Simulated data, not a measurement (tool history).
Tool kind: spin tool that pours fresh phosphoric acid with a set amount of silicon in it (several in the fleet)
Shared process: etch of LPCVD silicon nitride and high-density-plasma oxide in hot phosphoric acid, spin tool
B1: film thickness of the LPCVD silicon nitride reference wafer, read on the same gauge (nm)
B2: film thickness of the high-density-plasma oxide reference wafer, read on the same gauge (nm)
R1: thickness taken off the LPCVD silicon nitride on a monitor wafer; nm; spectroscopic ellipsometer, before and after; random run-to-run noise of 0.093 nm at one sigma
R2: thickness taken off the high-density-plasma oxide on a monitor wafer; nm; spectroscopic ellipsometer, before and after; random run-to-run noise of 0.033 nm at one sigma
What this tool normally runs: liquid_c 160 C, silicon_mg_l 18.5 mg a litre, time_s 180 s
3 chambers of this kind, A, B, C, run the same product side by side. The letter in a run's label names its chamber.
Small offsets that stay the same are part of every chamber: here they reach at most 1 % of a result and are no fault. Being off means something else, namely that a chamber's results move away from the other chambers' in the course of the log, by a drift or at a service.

run 1A day=0.471 | liquid_c=160 silicon_mg_l=18.5 time_s=180 | B1=99.995 B2=29.992 | R1=16.871 R2=0.31771
run 2C day=0.954 | liquid_c=160 silicon_mg_l=18.5 time_s=180 | B1=99.981 B2=30.001 | R1=16.552 R2=0.26372
run 3B day=1.383 | liquid_c=160 silicon_mg_l=18.5 time_s=180 | B1=100.05 B2=29.995 | R1=16.643 R2=0.29474
run 4A day=1.921 | liquid_c=160 silicon_mg_l=18.5 time_s=180 | B1=99.979 B2=30 | R1=16.979 R2=0.28632
run 5B day=2.233 | liquid_c=160 silicon_mg_l=12 time_s=115 | B1=100.02 B2=29.987 | R1=10.627 R2=0.24366
run 6C day=2.75 | liquid_c=160 silicon_mg_l=12 time_s=115 | B1=100.01 B2=30.012 | R1=10.686 R2=0.17559
run 7A day=3.021 | liquid_c=160 silicon_mg_l=12 time_s=115 | B1=99.919 B2=29.999 | R1=10.71 R2=0.22049
run 8C day=3.271 | liquid_c=160 silicon_mg_l=14 time_s=180 | B1=99.991 B2=30.004 | R1=16.599 R2=0.32562
run 9B day=3.554 | liquid_c=160 silicon_mg_l=14 time_s=180 | B1=100.01 B2=29.998 | R1=16.629 R2=0.27867
run 10C day=3.904 | liquid_c=160 silicon_mg_l=14 time_s=180 | B1=99.933 B2=30.006 | R1=16.55 R2=0.33722
run 11B day=4.238 | liquid_c=161.5 silicon_mg_l=18.5 time_s=180 | B1=99.98 B2=30.004 | R1=17.689 R2=0.36463
-- day=4.425 chamber B: dissolved silicon flow meter replaced
run 12A day=4.633 | liquid_c=161.5 silicon_mg_l=18.5 time_s=180 | B1=100.01 B2=30.005 | R1=17.676 R2=0.29132
run 13A day=5.042 | liquid_c=161.5 silicon_mg_l=18.5 time_s=180 | B1=99.999 B2=30.012 | R1=17.564 R2=0.41338
run 14C day=5.454 | liquid_c=160 silicon_mg_l=18.5 time_s=180 | B1=100.09 B2=29.997 | R1=16.738 R2=0.24655
run 15B day=5.921 | liquid_c=160 silicon_mg_l=18.5 time_s=180 | B1=99.995 B2=29.994 | R1=16.418 R2=0.26809
run 16A day=6.425 | liquid_c=160 silicon_mg_l=18.5 time_s=105 | B1=99.961 B2=29.996 | R1=9.6508 R2=0.14034
run 17B day=6.817 | liquid_c=160 silicon_mg_l=18.5 time_s=105 | B1=100.05 B2=30.002 | R1=9.4486 R2=0.17388
run 18C day=7.179 | liquid_c=160 silicon_mg_l=18.5 time_s=105 | B1=99.956 B2=29.985 | R1=9.7355 R2=0.13479
run 19C day=7.658 | liquid_c=160 silicon_mg_l=18.5 time_s=180 | B1=99.957 B2=29.999 | R1=16.664 R2=0.27295
run 20B day=7.9 | liquid_c=160 silicon_mg_l=18.5 time_s=180 | B1=100.01 B2=29.986 | R1=16.213 R2=0.32182
run 21A day=8.417 | liquid_c=160 silicon_mg_l=18.5 time_s=180 | B1=100.01 B2=30 | R1=16.888 R2=0.26246
run 22C day=8.775 | liquid_c=160 silicon_mg_l=18.5 time_s=180 | B1=100.01 B2=29.998 | R1=16.689 R2=0.2566
run 23A day=9.312 | liquid_c=160 silicon_mg_l=18.5 time_s=180 | B1=99.991 B2=29.994 | R1=16.748 R2=0.26009
run 24B day=9.679 | liquid_c=160 silicon_mg_l=18.5 time_s=180 | B1=99.974 B2=29.982 | R1=15.809 R2=0.20276
run 25B day=10.05 | liquid_c=160 silicon_mg_l=18.5 time_s=180 | B1=99.998 B2=29.999 | R1=15.983 R2=0.26964

Does one chamber stand apart from the rest, does the shared gauge drift, or is all well apart from small per-chamber offsets? Give the chamber and the most likely cause, where there is one.

One chamber, B, drifts off from the rest bit by bit.
Likeliest cause: temperature lost on the way to the wafer (K) = 1.56.
The log may not separate it from: liquid colder than its thermometer reads (K).

Here are 4 candidates for chamber B's next run, each the usual settings with a change, their results left as question marks. Which one brings its results back in line with what the others give on the usual settings?
In-line tolerance around the mean of the other chambers on the usual settings: R1 0.32 nm; R2 0.12 nm
run 26B-1 day=10.446 | liquid_c=160 silicon_mg_l=20 time_s=170 | R1=? R2=?
run 26B-2 day=10.446 | liquid_c=160 silicon_mg_l=21 time_s=165 | R1=? R2=?
run 26B-3 day=10.446 | liquid_c=160.5 silicon_mg_l=15.5 time_s=195 | R1=? R2=?
run 26B-4 day=10.446 | liquid_c=160 silicon_mg_l=17 time_s=190 | R1=? R2=?

Other chambers, usual settings, mean: R1 16.727 nm; R2 0.27782 nm
run=26B-1 R1=14.98 R2=0.22538
run=26B-2 R1=14.54 R2=0.2125
run=26B-3 R1=17.482 R2=0.30306
run=26B-4 R1=16.743 R2=0.27348
26B-4 is the one that brings the chamber's results back in line with the other chambers.

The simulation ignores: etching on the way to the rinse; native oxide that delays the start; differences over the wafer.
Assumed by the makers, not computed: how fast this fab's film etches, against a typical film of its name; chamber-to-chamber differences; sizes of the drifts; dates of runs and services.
